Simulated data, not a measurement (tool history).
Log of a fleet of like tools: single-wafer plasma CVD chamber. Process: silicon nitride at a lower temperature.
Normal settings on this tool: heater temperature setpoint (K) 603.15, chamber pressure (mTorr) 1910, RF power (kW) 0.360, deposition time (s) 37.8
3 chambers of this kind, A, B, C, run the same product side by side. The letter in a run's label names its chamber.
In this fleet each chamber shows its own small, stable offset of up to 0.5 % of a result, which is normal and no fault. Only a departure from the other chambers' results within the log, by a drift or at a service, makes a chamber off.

run	hour	heater temperature setpoint (K)	chamber pressure (mTorr)	RF power (kW)	deposition time (s)	read-back reference wafer on the same gauge, thickness_nm	mean film thickness on the monitor wafer (nm)
1B	11.8	603.15	1910	0.360	37.8	53.295	52.558
2A	20.9	603.15	1910	0.360	37.8	53.264	52.614
# hour 21.2: chamber C: RF generator calibrated
3C	31.3	603.15	1910	0.360	37.8	53.287	52.726
4C	39.5	603.15	1910	0.360	37.8	53.300	52.578
5A	48.5	603.15	1910	0.360	37.8	53.333	52.786
6B	58.8	603.15	1910	0.360	37.8	53.347	52.582
7B	66.6	603.15	1910	0.360	37.8	53.320	52.457
8C	77.8	603.15	2250	0.320	37.8	53.331	50.869
9A	84.8	603.15	2250	0.320	37.8	53.285	50.690
10C	95.5	603.15	2250	0.320	37.8	53.282	50.881
11A	108.5	603.15	1910	0.360	37.8	53.316	52.258
12B	120.4	603.15	1910	0.360	37.8	53.321	52.841
13B	132.2	603.15	1910	0.360	37.8	53.297	52.299
14C	140.9	603.15	1910	0.360	37.8	53.308	52.923
15A	154.1	603.15	1910	0.360	37.8	53.324	51.628
16B	161.9	603.15	1910	0.360	37.8	53.309	52.532
17A	170.7	603.15	1680	0.360	34.7	53.275	45.606
18C	180.5	603.15	1680	0.360	34.7	53.279	46.977
19B	188.3	603.15	1680	0.360	34.7	53.247	46.476
20C	198.4	603.15	1910	0.360	37.8	53.343	52.538

Next, all 3 chambers run the settings below, one line each with question marks for the results. What does each chamber give?
21A	208.0	603.15	1910	0.295	37.8		?
21B	208.0	603.15	1910	0.295	37.8		?
21C	208.0	603.15	1910	0.295	37.8		?

run	mean film thickness on the monitor wafer (nm)
21A	44.333
21B	45.952
21C	46.620
